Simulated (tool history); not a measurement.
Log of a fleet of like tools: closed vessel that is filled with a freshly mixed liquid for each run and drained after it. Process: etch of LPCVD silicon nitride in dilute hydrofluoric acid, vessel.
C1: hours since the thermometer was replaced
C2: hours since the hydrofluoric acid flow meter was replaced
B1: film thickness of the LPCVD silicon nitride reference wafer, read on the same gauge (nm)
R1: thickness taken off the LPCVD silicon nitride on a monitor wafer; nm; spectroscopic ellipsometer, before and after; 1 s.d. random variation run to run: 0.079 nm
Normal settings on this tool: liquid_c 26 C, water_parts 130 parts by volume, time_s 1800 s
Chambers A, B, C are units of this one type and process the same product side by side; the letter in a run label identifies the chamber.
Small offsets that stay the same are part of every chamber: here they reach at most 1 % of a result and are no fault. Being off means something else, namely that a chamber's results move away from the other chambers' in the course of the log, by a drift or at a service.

Run 1B, hour 7.8: usual settings; C1 369.6; C2 1007.4; B1 80.03. Result: R1 8.5189 nm.
Run 2A, hour 11.9: usual settings; C1 363.2; C2 1438.3; B1 79.997. Result: R1 8.3237 nm.
Run 3C, hour 19.4: usual settings; C1 1619.3; C2 561.4; B1 79.997. Result: R1 8.417 nm.
Run 4C, hour 27.2: usual settings; C1 1627.1; C2 569.2; B1 79.981. Result: R1 8.2887 nm.
Run 5A, hour 34.9: usual settings; C1 386.2; C2 1461.3; B1 80. Result: R1 8.3409 nm.
Run 6B, hour 40.3: usual settings; C1 402.1; C2 1039.9; B1 79.999. Result: R1 8.4056 nm.
Run 7B, hour 44.3: usual settings; C1 406.1; C2 1043.9; B1 80.007. Result: R1 8.4234 nm.
Run 8A, hour 48.1: usual settings; C1 399.4; C2 1474.5; B1 79.995. Result: R1 8.3402 nm.
Run 9C, hour 53.4: usual settings; C1 1653.3; C2 595.4; B1 80.011. Result: R1 8.3824 nm.
Run 10C, hour 62: usual settings; C1 1661.9; C2 604; B1 79.985. Result: R1 8.294 nm.
Run 11B, hour 66.7: usual settings; C1 428.5; C2 1066.3; B1 79.996. Result: R1 8.4209 nm.
Run 12A, hour 71.5: usual settings but time_s 2385 s; C1 422.8; C2 1497.9; B1 79.99. Result: R1 10.77 nm.
Run 13C, hour 78.9: usual settings but time_s 2385 s; C1 1678.8; C2 620.9; B1 79.989. Result: R1 11.154 nm.
Run 14B, hour 83.8: usual settings but time_s 2385 s; C1 445.6; C2 1083.4; B1 80.009. Result: R1 11.076 nm.
Run 15A, hour 89.9: usual settings but liquid_c 29.5 C, water_parts 170 parts by volume; C1 441.2; C2 1516.3; B1 79.988. Result: R1 8.0311 nm.
Run 16A, hour 96.1: usual settings but liquid_c 29.5 C, water_parts 170 parts by volume; C1 447.4; C2 1522.5; B1 80.009. Result: R1 7.9212 nm.
Run 17C, hour 104.1: usual settings but liquid_c 29.5 C, water_parts 170 parts by volume; C1 1704; C2 646.1; B1 80.025. Result: R1 8.1723 nm.
Run 18B, hour 108: usual settings but water_parts 75 parts by volume, time_s 1355 s; C1 469.8; C2 1107.6; B1 80.011. Result: R1 10.995 nm.
Run 19A, hour 114: usual settings but water_parts 75 parts by volume, time_s 1355 s; C1 465.3; C2 1540.4; B1 79.996. Result: R1 10.994 nm.
Run 20B, hour 118.2: usual settings but water_parts 75 parts by volume, time_s 1355 s; C1 480; C2 1117.8; B1 79.992. Result: R1 11.128 nm.
Run 21C, hour 122.6: usual settings; C1 1722.5; C2 664.6; B1 79.979. Result: R1 8.8613 nm.
Run 22B, hour 129.8: usual settings; C1 491.6; C2 1129.4; B1 80.005. Result: R1 8.5177 nm.
Run 23A, hour 136.7: usual settings; C1 488; C2 1563.1; B1 79.993. Result: R1 8.1771 nm.
At hour 141.7: chamber C: hydrofluoric acid flow meter replaced.
Run 24C, hour 144.1: usual settings; C1 1744; C2 2.4; B1 80.02. Result: R1 8.927 nm.
Run 25B, hour 151.9: usual settings; C1 513.7; C2 1151.5; B1 80.017. Result: R1 8.4032 nm.
Run 26C, hour 157.6: usual settings; C1 1757.5; C2 15.9; B1 80.004. Result: R1 9.1094 nm.
Run 27A, hour 161.8: usual settings; C1 513.1; C2 1588.2; B1 80.002. Result: R1 8.3417 nm.

What goes on in this fleet: one chamber off, a drifting gauge, or nothing beyond the chambers' own small offsets? Name the chamber and the cause, if any.

Chamber C drifts away from the others.
Likeliest cause: liquid hotter than its thermometer reads (K) = 1.49.

Chamber C could run next with any of the 4 candidate recipes listed below; each alters the usual settings, and their results appear as question marks. Which one brings its results back in line with what the other chambers deliver on the usual settings?
In line means no further than this from the other chambers' mean on the usual settings: R1 0.28 nm
Run 28C-1, hour 168: usual settings but water_parts 125 parts by volume. Result: R1 ?.
Run 28C-2, hour 168: usual settings but water_parts 125 parts by volume, time_s 1880 s. Result: R1 ?.
Run 28C-3, hour 168: usual settings but water_parts 135 parts by volume, time_s 1705 s. Result: R1 ?.
Run 28C-4, hour 168: usual settings but liquid_c 25.5 C. Result: R1 ?.

What the other chambers average on the usual settings: R1 8.3553 nm
  run      R1
28C-1  9.5019
28C-2  9.9242
28C-3   8.324
28C-4  8.8463
28C-3 is the one that brings the chamber's results back in line with the other chambers.

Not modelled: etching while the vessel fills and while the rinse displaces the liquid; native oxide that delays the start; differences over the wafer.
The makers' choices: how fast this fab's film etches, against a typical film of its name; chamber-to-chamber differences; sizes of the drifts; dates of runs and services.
